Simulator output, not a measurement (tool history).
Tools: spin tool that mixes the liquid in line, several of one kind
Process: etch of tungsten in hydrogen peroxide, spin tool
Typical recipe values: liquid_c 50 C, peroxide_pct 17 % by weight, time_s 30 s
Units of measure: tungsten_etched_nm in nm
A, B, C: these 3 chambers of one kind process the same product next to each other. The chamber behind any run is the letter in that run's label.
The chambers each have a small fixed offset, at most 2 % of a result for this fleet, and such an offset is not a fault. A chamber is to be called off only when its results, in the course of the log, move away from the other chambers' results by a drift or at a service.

run	hour	liquid_c	peroxide_pct	time_s	hours since the thermometer was replaced	hours since the peroxide flow meter was replaced	hours since the heated supply line was repaired	hours since the drum of peroxide was connected	read-back film thickness of the tungsten reference wafer, read on the same gauge (nm)	tungsten_etched_nm
1A	6.4	50	17	30	151.9	24.7	1874.6	977.3	30.011	23.241
2B	17.5	50	17	30	1146.0	1821.8	795.5	157.1	30.002	22.851
3C	28.5	50	17	30	531.5	516.4	323.2	633.6	30.013	23.374
4A	38.7	50	17	30	184.2	57.0	1906.9	1009.6	29.977	23.261
5C	45.6	50	17	30	548.6	533.5	340.3	650.7	30.001	23.379
6B	57.0	50	17	30	1185.5	1861.3	835.0	196.6	30.009	22.592
7A	63.6	50	17	45	209.1	81.9	1931.8	1034.5	30.004	34.566
8C	72.3	50	17	45	575.3	560.2	367.0	677.4	30.006	35.228
9B	83.9	50	17	45	1212.4	1888.2	861.9	223.5	29.988	33.792
10C	92.6	50	17	30	595.6	580.5	387.3	697.7	29.993	23.643
11A	99.5	50	17	30	245.0	117.8	1967.7	1070.4	29.998	23.081
12B	110.9	50	17	30	1239.4	1915.2	888.9	250.5	30.012	22.019
13C	119.5	50	17	30	622.5	607.4	414.2	724.6	30.013	22.912
14A	125.3	50	17	30	270.8	143.6	1993.5	1096.2	29.994	22.786
15B	137.4	50	17	30	1265.9	1941.7	915.4	277.0	30.011	21.503
16C	147.5	50	17	30	650.5	635.4	442.2	752.6	30.003	23.821
17B	157.1	50	17	30	1285.6	1961.4	935.1	296.7	30.008	20.768
# hour 157.9: chamber A: new drum of peroxide connected
# hour 160.2: chamber A: heated supply line repaired
18A	163.9	50	17	30	309.4	182.2	3.8	6.1	29.980	23.281
19B	171.5	50	17	30	1300.0	1975.8	949.5	311.1	30.006	21.083
20A	181.1	50	17	30	326.6	199.4	21.0	23.3	30.000	22.909
21C	189.2	50	17	30	692.2	677.1	483.9	794.3	30.009	23.036
22A	200.9	50	17	30	346.4	219.2	40.8	43.1	29.996	22.939
23C	206.2	50	17	30	709.2	694.1	500.9	811.3	29.998	23.350
24B	214.1	50	17	30	1342.6	2018.4	992.1	353.7	29.995	20.366
25C	220.1	50	17	30	723.1	708.0	514.8	825.2	29.997	23.855
26A	225.5	50	17	30	371.0	243.8	65.4	67.7	30.007	23.082
27B	236.5	59	17	45	1365.0	2040.8	1014.5	376.1	30.002	51.964

All chambers now run identical settings, listed one chamber a line with results as question marks. What results will each chamber show?
28A	245.3	50	17	25						?
28B	245.3	50	17	25						?
28C	245.3	50	17	25						?

run	tungsten_etched_nm
28A	19.208
28B	16.660
28C	19.234
